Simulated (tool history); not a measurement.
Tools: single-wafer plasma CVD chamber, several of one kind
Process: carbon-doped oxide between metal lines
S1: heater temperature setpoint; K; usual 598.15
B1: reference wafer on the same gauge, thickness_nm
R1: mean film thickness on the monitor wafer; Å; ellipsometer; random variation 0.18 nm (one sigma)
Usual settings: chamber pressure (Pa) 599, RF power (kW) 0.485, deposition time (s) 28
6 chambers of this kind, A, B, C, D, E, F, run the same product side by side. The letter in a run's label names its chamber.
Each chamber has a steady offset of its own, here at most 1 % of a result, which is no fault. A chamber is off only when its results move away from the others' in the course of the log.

At hour 5.1: chamber E: RF generator calibrated.
Run 1A, hour 7.7: usual settings; B1 173.01. Result: R1 1492.9 Å.
Run 2C, hour 18: usual settings; B1 173.06. Result: R1 1491.3 Å.
Run 3F, hour 24.8: usual settings; B1 173.04. Result: R1 1509.1 Å.
Run 4E, hour 31.7: usual settings; B1 173.13. Result: R1 1494.2 Å.
Run 5B, hour 43.8: usual settings but RF power (kW) 0.56; B1 173.08. Result: R1 1646.2 Å.
At hour 53.1: chamber E: thermocouple changed; heater temperature recalibrated.
Run 6D, hour 53.1: usual settings but RF power (kW) 0.56; B1 173.14. Result: R1 1639.9 Å.
Run 7F, hour 64.9: usual settings but RF power (kW) 0.56; B1 173.16. Result: R1 1658.4 Å.
Run 8C, hour 73.5: usual settings but RF power (kW) 0.56; B1 173.14. Result: R1 1634.5 Å.
Run 9E, hour 80.2: usual settings but RF power (kW) 0.56; B1 173.13. Result: R1 1638 Å.
Run 10B, hour 94.2: usual settings but RF power (kW) 0.56; B1 173.14. Result: R1 1644 Å.
Run 11A, hour 102.7: usual settings; B1 173.17. Result: R1 1501.4 Å.
Run 12D, hour 115.6: usual settings but chamber pressure (Pa) 516, deposition time (s) 25.7; B1 173.24. Result: R1 1352 Å.
At hour 123.1: chamber C: thermocouple changed; heater temperature recalibrated.
Run 13D, hour 128.2: usual settings but chamber pressure (Pa) 516, deposition time (s) 25.7; B1 173.23. Result: R1 1347.4 Å.
Run 14B, hour 140.9: usual settings but chamber pressure (Pa) 516, deposition time (s) 25.7; B1 173.24. Result: R1 1356 Å.
Run 15C, hour 149.5: usual settings but chamber pressure (Pa) 516, deposition time (s) 25.7; B1 173.31. Result: R1 1347.9 Å.
Run 16A, hour 161.5: usual settings but chamber pressure (Pa) 516, deposition time (s) 25.7; B1 173.3. Result: R1 1348.7 Å.
Run 17E, hour 174.7: usual settings but chamber pressure (Pa) 516, deposition time (s) 25.7; B1 173.35. Result: R1 1348 Å.
Run 18F, hour 184.5: usual settings; B1 173.39. Result: R1 1512.7 Å.
Run 19F, hour 195.8: usual settings; B1 173.4. Result: R1 1513.7 Å.
Run 20C, hour 203.8: usual settings; B1 173.36. Result: R1 1495.9 Å.
Run 21B, hour 211.4: usual settings; B1 173.42. Result: R1 1505.1 Å.
At hour 219.7: chamber D: RF generator calibrated.
Run 22E, hour 222.7: usual settings; B1 173.42. Result: R1 1492.6 Å.
Run 23D, hour 235.8: usual settings but chamber pressure (Pa) 713; B1 173.43. Result: R1 1540.2 Å.
Run 24A, hour 248: usual settings but chamber pressure (Pa) 713; B1 173.45. Result: R1 1534.6 Å.
Run 25C, hour 256.4: usual settings but chamber pressure (Pa) 713; B1 173.46. Result: R1 1538.1 Å.
Run 26D, hour 268: usual settings but chamber pressure (Pa) 713; B1 173.5. Result: R1 1540 Å.
Run 27E, hour 274.7: usual settings but chamber pressure (Pa) 713; B1 173.54. Result: R1 1534.4 Å.
Run 28A, hour 285.2: usual settings but chamber pressure (Pa) 713; B1 173.53. Result: R1 1537.3 Å.
Run 29F, hour 293: usual settings; B1 173.59. Result: R1 1513.7 Å.
Run 30B, hour 304.1: usual settings; B1 173.5. Result: R1 1510.3 Å.
Run 31A, hour 318.8: usual settings; B1 173.63. Result: R1 1498.8 Å.
Run 32F, hour 332.3: usual settings; B1 173.62. Result: R1 1516 Å.
At hour 333.5: chamber B: thermocouple changed; heater temperature recalibrated.
Run 33B, hour 346.4: usual settings; B1 173.67. Result: R1 1507.9 Å.
Run 34C, hour 353.5: usual settings; B1 173.69. Result: R1 1497.6 Å.
Run 35D, hour 366.1: usual settings but S1 605.15 K, chamber pressure (Pa) 483; B1 173.69. Result: R1 1424.5 Å.
Run 36E, hour 377: usual settings but S1 605.15 K, chamber pressure (Pa) 483; B1 173.73. Result: R1 1423.1 Å.
Run 37D, hour 388.5: usual settings but S1 605.15 K, chamber pressure (Pa) 483; B1 173.65. Result: R1 1422.7 Å.
Run 38E, hour 398.5: usual settings but S1 605.15 K, chamber pressure (Pa) 483; B1 173.74. Result: R1 1423.9 Å.
Run 39F, hour 405.1: usual settings but S1 605.15 K, chamber pressure (Pa) 483; B1 173.78. Result: R1 1439.5 Å.
Run 40B, hour 414.2: usual settings but S1 605.15 K, chamber pressure (Pa) 483; B1 173.78. Result: R1 1429.3 Å.
Run 41A, hour 423.7: usual settings; B1 173.76. Result: R1 1499.2 Å.
Run 42C, hour 433.6: usual settings but S1 608.15 K; B1 173.82. Result: R1 1450.9 Å.
Run 43A, hour 443.1: usual settings but S1 608.15 K; B1 173.81. Result: R1 1450.8 Å.
Run 44D, hour 453.9: usual settings but S1 608.15 K; B1 173.82. Result: R1 1452.5 Å.

Next, every chamber runs the same settings. What will each give?
Run 45A, hour 464.7: usual settings but S1 588.15 K. Result: R1 ?.
Run 45B, hour 464.7: usual settings but S1 588.15 K. Result: R1 ?.
Run 45C, hour 464.7: usual settings but S1 588.15 K. Result: R1 ?.
Run 45D, hour 464.7: usual settings but S1 588.15 K. Result: R1 ?.
Run 45E, hour 464.7: usual settings but S1 588.15 K. Result: R1 ?.
Run 45F, hour 464.7: usual settings but S1 588.15 K. Result: R1 ?.

run      R1
45A  1560.9
45B  1569.3
45C  1561.3
45D  1562.8
45E  1561.5
45F  1576.2
